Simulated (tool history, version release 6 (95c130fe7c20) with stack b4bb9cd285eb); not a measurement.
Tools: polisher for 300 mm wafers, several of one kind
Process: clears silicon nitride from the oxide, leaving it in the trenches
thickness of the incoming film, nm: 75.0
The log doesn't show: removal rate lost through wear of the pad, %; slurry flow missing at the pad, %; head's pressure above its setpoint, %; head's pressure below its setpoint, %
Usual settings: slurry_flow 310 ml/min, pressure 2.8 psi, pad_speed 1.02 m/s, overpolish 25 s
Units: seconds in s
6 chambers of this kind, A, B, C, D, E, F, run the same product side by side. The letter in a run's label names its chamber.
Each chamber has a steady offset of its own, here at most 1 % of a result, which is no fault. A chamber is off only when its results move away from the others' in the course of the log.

run   hour  slurry_flow  pressure  pad_speed  overpolish  wafers polished on this pad  hours since the slurry nozzle was cleaned  hours since the head pressure was calibrated  seconds
 1F    6.5          310       2.8       1.02          25                          340                                       44.5                                         488.3   70.580
 2B   11.6          310       2.8       1.02          25                          528                                      119.3                                          54.1   69.072
      17.0  -- chamber B: worn pad replaced by a new one
 3C   18.1          310       2.8       1.02          25                          882                                      272.5                                         478.6   68.307
      22.1  -- chamber C: worn pad replaced by a new one
 4E   22.2          310       2.8       1.02          25                          202                                      270.4                                         371.3   69.440
 5D   27.5          310       2.8       0.82          25                          556                                       89.5                                         214.0   85.852
 6A   32.3          310       2.8       0.82          25                          412                                      103.3                                         883.5   87.114
 7D   39.6          310       2.8       0.82          25                          663                                      101.6                                         226.1   87.675
      41.2  -- chamber F: worn pad replaced by a new one
 8F   44.1          310       2.8       0.82          25                           25                                       82.1                                         525.9   87.426
 9C   49.2          310       2.8       0.82          25                          238                                      303.6                                         509.7   84.236
10B   53.0          310       2.8       0.82          25                          317                                      160.7                                          95.5   86.022
11E   59.5          310       2.8       1.02          25                          531                                      307.7                                         408.6   71.013
12A   65.4          310       2.8       1.02          25                          704                                      136.4                                         916.6   70.319
13E   69.9          310       2.8       1.02          25                          622                                      318.1                                         419.0   70.395
14B   76.5          310       2.8       1.02          25                          524                                      184.2                                         119.0   68.929
      77.3  -- chamber B: worn pad replaced by a new one
      81.7  -- chamber E: worn pad replaced by a new one
15C   84.0          310       2.8       1.02          25                          545                                      338.4                                         544.5   68.103
16A   87.9          310       2.8       1.02          25                          902                                      158.9                                         939.1   70.592
      90.4  -- chamber D: worn pad replaced by a new one
17F   95.0          310       2.8       1.02          25                          473                                      133.0                                         576.8   69.477
18D  100.4          310       2.8       1.02          25                           88                                      162.4                                         286.9   68.740
     100.8  -- chamber F: worn pad replaced by a new one
     101.1  -- chamber A: worn pad replaced by a new one
19E  104.9          310       2.8       1.02          25                          204                                      353.1                                         454.0   69.395
20A  110.4          310       2.8       1.02          25                           82                                      181.4                                         961.6   70.357
21C  116.0          310       2.8       1.02          25                          826                                      370.4                                         576.5   68.461
     119.6  -- chamber D: slurry nozzle cleaned
22B  119.6          310       2.8       1.02          25                          372                                      227.3                                         162.1   70.649
23F  126.9          310       2.8       1.02          25                          230                                      164.9                                         608.7   68.981
     130.4  -- chamber C: worn pad replaced by a new one
24D  132.0          310       2.8       1.02          25                          366                                       12.5                                         318.5   69.949
25E  137.4          310       2.8       1.02          25                          490                                      385.6                                         486.5   69.840
26A  142.8          310       2.8       1.02          25                          367                                      213.8                                         994.0   70.956
     147.9  -- chamber B: worn pad replaced by a new one
27F  148.7          310       2.8       1.02          25                          422                                      186.7                                         630.5   69.855
28B  155.3          310       2.8       1.02          25                           65                                      263.0                                         197.8   70.755
29C  158.9          310       2.8       1.02          25                          251                                      413.3                                         619.4   69.040
     160.4  -- chamber F: worn pad replaced by a new one
30D  163.8          310       2.8       1.02          25                          646                                       44.3                                         350.3   68.798
31C  167.3          310       2.8       1.02          25                          325                                      421.7                                         627.8   69.274
32F  172.1          310       2.8       1.02          25                          103                                      210.1                                         653.9   70.582
33D  176.7          310       2.8       1.02          25                          760                                       57.2                                         363.2   69.413
     182.0  -- chamber E: worn pad replaced by a new one
34B  183.2          310       2.8       1.02          25                          311                                      290.9                                         225.7   70.294
35A  189.5          310       2.8       1.02          25                          778                                      260.5                                        1040.7   70.621
     190.5  -- chamber A: worn pad replaced by a new one
36E  194.5          310       2.8       1.02          25                          110                                      442.7                                         543.6   70.783
37C  198.0          310       2.8       1.02          25                          595                                      452.4                                         658.5   67.981
38B  202.7          310       2.8       1.02          25                          482                                      310.4                                         245.2   68.674
39E  208.7          310       2.8       1.02          25                          235                                      456.9                                         557.8   69.797
40A  212.3          310       2.8       1.02          25                          192                                      283.3                                        1063.5   70.740
41F  218.9          310       2.8       1.02          25                          515                                      256.9                                         700.7   68.717

Is one chamber off against the others, does the gauge drift, or is nothing wrong? If a chamber is off, say which, and what the likeliest cause is.

No chamber stands off beyond its own small offset, and the gauge holds steady.
